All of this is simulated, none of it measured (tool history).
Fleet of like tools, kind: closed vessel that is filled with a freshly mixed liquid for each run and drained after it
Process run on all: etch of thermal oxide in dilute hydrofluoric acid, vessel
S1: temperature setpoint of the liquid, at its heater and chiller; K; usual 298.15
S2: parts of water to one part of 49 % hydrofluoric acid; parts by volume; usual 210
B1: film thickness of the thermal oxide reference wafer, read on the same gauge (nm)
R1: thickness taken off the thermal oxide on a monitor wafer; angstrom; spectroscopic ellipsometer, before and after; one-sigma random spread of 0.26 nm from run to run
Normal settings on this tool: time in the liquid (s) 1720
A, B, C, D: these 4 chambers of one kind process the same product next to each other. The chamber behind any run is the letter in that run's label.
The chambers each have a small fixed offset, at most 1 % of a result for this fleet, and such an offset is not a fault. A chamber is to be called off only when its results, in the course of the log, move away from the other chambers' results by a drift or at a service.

run 1D hour=13.9 | S1=298.15 S2=210 time_in_the_liquid_(s)=1720 | B1=99.998 | R1=352.80
run 2A hour=23.3 | S1=298.15 S2=210 time_in_the_liquid_(s)=1720 | B1=99.983 | R1=354.44
run 3C hour=33.0 | S1=298.15 S2=210 time_in_the_liquid_(s)=1720 | B1=100.000 | R1=349.99
run 4B hour=45.8 | S1=298.15 S2=210 time_in_the_liquid_(s)=1720 | B1=100.000 | R1=347.95
-- hour=46.4 chamber B: thermometer replaced
run 5C hour=58.7 | S1=298.15 S2=210 time_in_the_liquid_(s)=1720 | B1=100.010 | R1=352.75
run 6D hour=66.1 | S1=298.15 S2=125 time_in_the_liquid_(s)=1120 | B1=100.030 | R1=432.00
run 7A hour=75.1 | S1=298.15 S2=125 time_in_the_liquid_(s)=1120 | B1=100.040 | R1=425.60
run 8B hour=84.8 | S1=298.15 S2=125 time_in_the_liquid_(s)=1120 | B1=99.993 | R1=422.57
run 9C hour=91.5 | S1=298.15 S2=125 time_in_the_liquid_(s)=1120 | B1=99.982 | R1=425.43
run 10A hour=104.7 | S1=294.15 S2=290 time_in_the_liquid_(s)=1720 | B1=99.976 | R1=206.11
run 11D hour=117.4 | S1=294.15 S2=290 time_in_the_liquid_(s)=1720 | B1=100.010 | R1=202.12
run 12B hour=126.2 | S1=294.15 S2=290 time_in_the_liquid_(s)=1720 | B1=100.010 | R1=205.45
run 13D hour=141.4 | S1=294.15 S2=290 time_in_the_liquid_(s)=1720 | B1=99.991 | R1=201.63
run 14C hour=153.9 | S1=298.15 S2=210 time_in_the_liquid_(s)=1720 | B1=100.000 | R1=353.51
run 15A hour=168.7 | S1=298.15 S2=210 time_in_the_liquid_(s)=1720 | B1=100.020 | R1=352.12
run 16B hour=182.0 | S1=298.15 S2=210 time_in_the_liquid_(s)=1720 | B1=99.976 | R1=351.50
run 17C hour=189.6 | S1=298.15 S2=210 time_in_the_liquid_(s)=1720 | B1=100.000 | R1=354.32
run 18B hour=199.5 | S1=298.15 S2=210 time_in_the_liquid_(s)=1720 | B1=99.996 | R1=352.09
-- hour=211.4 chamber C: thermometer replaced
run 19D hour=213.4 | S1=298.15 S2=210 time_in_the_liquid_(s)=2615 | B1=100.010 | R1=521.69
run 20A hour=222.5 | S1=298.15 S2=210 time_in_the_liquid_(s)=2615 | B1=99.997 | R1=537.80
run 21B hour=236.4 | S1=298.15 S2=210 time_in_the_liquid_(s)=2615 | B1=99.987 | R1=534.32
run 22C hour=245.7 | S1=298.15 S2=210 time_in_the_liquid_(s)=2615 | B1=100.020 | R1=539.35
run 23D hour=252.6 | S1=298.15 S2=210 time_in_the_liquid_(s)=1720 | B1=100.020 | R1=344.03
run 24A hour=266.2 | S1=298.15 S2=210 time_in_the_liquid_(s)=1720 | B1=100.010 | R1=360.07
run 25C hour=275.4 | S1=302.15 S2=175 time_in_the_liquid_(s)=1720 | B1=100.030 | R1=515.21
run 26A hour=286.7 | S1=302.15 S2=175 time_in_the_liquid_(s)=1720 | B1=99.989 | R1=508.48
run 27D hour=294.8 | S1=302.15 S2=175 time_in_the_liquid_(s)=1720 | B1=100.000 | R1=494.03
run 28B hour=307.9 | S1=302.15 S2=175 time_in_the_liquid_(s)=1720 | B1=99.977 | R1=509.91
-- hour=309.8 chamber B: hydrofluoric acid flow meter replaced
run 29A hour=314.9 | S1=298.15 S2=210 time_in_the_liquid_(s)=1720 | B1=99.993 | R1=356.22
run 30B hour=321.7 | S1=298.15 S2=210 time_in_the_liquid_(s)=1720 | B1=100.000 | R1=343.96
run 31C hour=335.2 | S1=298.15 S2=210 time_in_the_liquid_(s)=1720 | B1=100.030 | R1=353.52
run 32D hour=342.1 | S1=298.15 S2=210 time_in_the_liquid_(s)=1720 | B1=100.020 | R1=345.61
run 33C hour=350.7 | S1=298.15 S2=210 time_in_the_liquid_(s)=1720 | B1=100.010 | R1=352.60
run 34D hour=364.9 | S1=298.15 S2=210 time_in_the_liquid_(s)=1720 | B1=100.030 | R1=342.20
run 35A hour=371.9 | S1=298.15 S2=210 time_in_the_liquid_(s)=1720 | B1=100.020 | R1=351.93
run 36B hour=379.6 | S1=298.15 S2=210 time_in_the_liquid_(s)=1720 | B1=99.991 | R1=349.68
run 37B hour=389.3 | S1=298.15 S2=210 time_in_the_liquid_(s)=1720 | B1=99.999 | R1=356.38
-- hour=396.2 chamber C: hydrofluoric acid flow meter replaced
run 38A hour=403.4 | S1=298.15 S2=210 time_in_the_liquid_(s)=1720 | B1=99.979 | R1=357.75
run 39C hour=415.2 | S1=298.15 S2=210 time_in_the_liquid_(s)=1720 | B1=100.000 | R1=354.81
run 40D hour=428.3 | S1=298.15 S2=210 time_in_the_liquid_(s)=1720 | B1=100.000 | R1=339.16
run 41C hour=436.9 | S1=298.15 S2=210 time_in_the_liquid_(s)=1720 | B1=100.020 | R1=350.17
run 42B hour=447.6 | S1=298.15 S2=210 time_in_the_liquid_(s)=1720 | B1=100.000 | R1=353.36
run 43D hour=462.2 | S1=293.65 S2=210 time_in_the_liquid_(s)=950 | B1=100.020 | R1=157.52

Predict what each chamber gives when all 4 of them run the settings below next.
run 44A hour=473.3 | S1=298.15 S2=210 time_in_the_liquid_(s)=1720 | R1=?
run 44B hour=473.3 | S1=298.15 S2=210 time_in_the_liquid_(s)=1720 | R1=?
run 44C hour=473.3 | S1=298.15 S2=210 time_in_the_liquid_(s)=1720 | R1=?
run 44D hour=473.3 | S1=298.15 S2=210 time_in_the_liquid_(s)=1720 | R1=?

run=44A R1=352.68
run=44B R1=354.00
run=44C R1=355.58
run=44D R1=339.74
